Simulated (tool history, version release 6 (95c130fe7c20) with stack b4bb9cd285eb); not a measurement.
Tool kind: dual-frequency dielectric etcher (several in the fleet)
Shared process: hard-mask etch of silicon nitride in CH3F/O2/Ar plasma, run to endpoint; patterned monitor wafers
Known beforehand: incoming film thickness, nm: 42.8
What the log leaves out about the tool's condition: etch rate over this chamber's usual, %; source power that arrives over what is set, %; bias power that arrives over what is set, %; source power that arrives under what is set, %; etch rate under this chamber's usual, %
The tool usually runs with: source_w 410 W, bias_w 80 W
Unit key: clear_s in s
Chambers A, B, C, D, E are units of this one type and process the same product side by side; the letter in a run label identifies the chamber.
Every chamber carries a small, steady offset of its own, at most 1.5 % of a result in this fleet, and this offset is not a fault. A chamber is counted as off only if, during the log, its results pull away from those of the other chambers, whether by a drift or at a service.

run     day  source_w  bias_w  hours since the last wet clean  hours since the last source power generator calibration  hours since the last bias power generator calibration  clear_s
 1C   0.367       410      80                           259.2                                                   1266.9                                                 1108.0   58.775
 2E   0.650       410      80                           356.0                                                   1534.8                                                 2214.0   59.042
 3D   0.858       410      80                            97.5                                                    683.1                                                 3364.2   59.280
 4B   1.283       410      80                           372.6                                                    733.7                                                  482.2   59.841
 5A   1.596       410      80                           463.0                                                    492.9                                                 3104.5   59.407
 6C   1.871       410      80                           295.3                                                   1303.0                                                 1144.1   58.807
 7E   2.242       410      80                           394.2                                                   1573.0                                                 2252.2   59.095
 8A   2.567       410      80                           486.3                                                    516.2                                                 3127.8   59.138
      2.588  -- chamber B: wet clean of the chamber
 9D   2.833       410      80                           144.9                                                    730.5                                                 3411.6   59.243
10B   3.204       410      80                            14.8                                                    779.8                                                  528.3   59.740
11A   3.462       410      80                           507.8                                                    537.7                                                 3149.3   58.936
12E   3.804       380      67                           431.7                                                   1610.5                                                 2289.7   64.317
      4.100  -- chamber A: bias power generator calibrated
13D   4.138       380      67                           176.2                                                    761.8                                                 3442.9   65.363
14B   4.392       380      67                            43.3                                                    808.3                                                  556.8   65.257
15C   4.838       380      67                           366.5                                                   1374.2                                                 1215.3   64.608
16A   5.075       380      67                           546.5                                                    576.4                                                   23.5   64.826
17B   5.467       460      63                            69.1                                                    834.1                                                  582.6   62.417
18E   5.883       460      63                           481.6                                                   1660.4                                                 2339.6   61.491
      6.171  -- chamber A: wet clean of the chamber
19D   6.188       460      63                           225.4                                                    811.0                                                 3492.1   61.724
20C   6.454       460      63                           405.3                                                   1413.0                                                 1254.1   61.015
21A   6.883       460      63                            17.2                                                    619.8                                                   66.9   61.234
22B   7.200       410      80                           110.7                                                    875.7                                                  624.2   60.083
23C   7.575       410      80                           432.2                                                   1439.9                                                 1281.0   58.988
      7.838  -- chamber C: wet clean of the chamber
24E   8.038       410      80                           533.3                                                   1712.1                                                 2391.3   60.077
25D   8.392       410      80                           278.3                                                    863.9                                                 3545.0   59.489
26D   8.671       410      80                           285.0                                                    870.6                                                 3551.7   59.475
27E   8.954       410      80                           555.3                                                   1734.1                                                 2413.3   59.639
28C   9.283       410      80                            34.8                                                   1480.9                                                 1322.0   58.873
29A   9.708       410      80                            85.0                                                    687.6                                                  134.7   59.192
30B   9.908       410      80                           175.7                                                    940.7                                                  689.2   59.606
31D  10.158       490      80                           320.7                                                    906.3                                                 3587.4   55.725
32E  10.538       490      80                           593.3                                                   1772.1                                                 2451.3   56.478
33C  10.871       490      80                            72.9                                                   1519.0                                                 1360.1   55.213
34B  11.292       490      80                           208.9                                                    973.9                                                  722.4   55.637
35A  11.725       490      80                           133.4                                                    736.0                                                  183.1   55.326
36A  12.175       330      99                           144.2                                                    746.8                                                  193.9   59.611
37D  12.412       330      99                           374.8                                                    960.4                                                 3641.5   59.580
38C  12.750       330      99                           118.0                                                   1564.1                                                 1405.2   59.404
39B  13.204       330      99                           254.8                                                   1019.8                                                  768.3   60.057
40E  13.446       330      99                           663.1                                                   1841.9                                                 2521.1   61.036
41A  13.821       410      80                           183.7                                                    786.3                                                  233.4   59.337
42C  14.167       410      80                           152.0                                                   1598.1                                                 1439.2   59.225

All chambers now run identical settings, listed one chamber a line with results as question marks. What results will each chamber show?
43A  14.496       410      80                                                                                                                                                        ?
43B  14.496       410      80                                                                                                                                                        ?
43C  14.496       410      80                                                                                                                                                        ?
43D  14.496       410      80                                                                                                                                                        ?
43E  14.496       410      80                                                                                                                                                        ?

run  clear_s
43A   59.488
43B   59.716
43C   59.117
43D   59.503
43E   61.159
